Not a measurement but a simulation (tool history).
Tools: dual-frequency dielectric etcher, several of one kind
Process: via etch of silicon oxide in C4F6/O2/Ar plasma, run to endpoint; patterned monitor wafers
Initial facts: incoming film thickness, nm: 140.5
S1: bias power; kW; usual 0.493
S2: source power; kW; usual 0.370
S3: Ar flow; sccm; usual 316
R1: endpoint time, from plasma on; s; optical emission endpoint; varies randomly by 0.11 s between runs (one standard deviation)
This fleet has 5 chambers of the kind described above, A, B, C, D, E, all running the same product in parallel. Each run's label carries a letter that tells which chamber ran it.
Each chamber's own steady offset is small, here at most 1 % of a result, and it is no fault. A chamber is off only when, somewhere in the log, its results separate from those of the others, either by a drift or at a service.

run	hour	S1	S2	S3	R1
1C	6.7	0.493	0.370	316	32.133
2E	14.4	0.493	0.370	316	31.804
3D	19.2	0.493	0.370	316	32.121
4B	25.3	0.493	0.370	316	32.169
5A	31.8	0.493	0.370	316	32.377
6B	37.2	0.493	0.410	356	31.168
7C	41.6	0.493	0.410	356	31.360
8E	47.5	0.493	0.410	356	31.232
9A	51.7	0.493	0.410	356	31.561
10D	59.6	0.493	0.410	356	31.352
11B	65.7	0.493	0.370	316	32.180
12D	69.5	0.571	0.370	316	30.272
# hour 76.4: chamber C: wet clean of the chamber
13A	76.7	0.571	0.370	316	30.484
14E	83.1	0.571	0.370	316	30.138
# hour 86.5: chamber D: bias power generator calibrated
# hour 88.0: chamber E: wet clean of the chamber
15C	90.9	0.571	0.370	316	30.181
16D	94.5	0.571	0.370	316	30.324
17B	98.5	0.493	0.370	316	31.917
18A	102.7	0.493	0.370	316	32.371
# hour 107.7: chamber D: wet clean of the chamber
19C	109.9	0.493	0.370	316	32.114
20E	114.5	0.493	0.440	316	29.992
# hour 116.8: chamber E: bias power generator calibrated
21D	118.1	0.493	0.440	316	29.939
22A	122.0	0.493	0.440	316	30.386
23C	127.4	0.493	0.440	316	29.958
24B	134.6	0.493	0.440	316	29.972
25E	140.1	0.600	0.370	359	30.138
26B	146.0	0.600	0.370	359	30.197
27C	152.2	0.600	0.370	359	30.090
28E	160.1	0.600	0.370	359	30.070
29D	166.3	0.600	0.370	359	30.075
30A	171.9	0.493	0.370	316	32.328
31D	178.1	0.493	0.370	316	31.931

One chamber off, gauge drift, or nothing amiss beyond the chambers' own small offsets? If it is a chamber, which one, and what is the likeliest cause?

Nothing is wrong: each chamber keeps only its own small, steady offset and the gauge holds still.
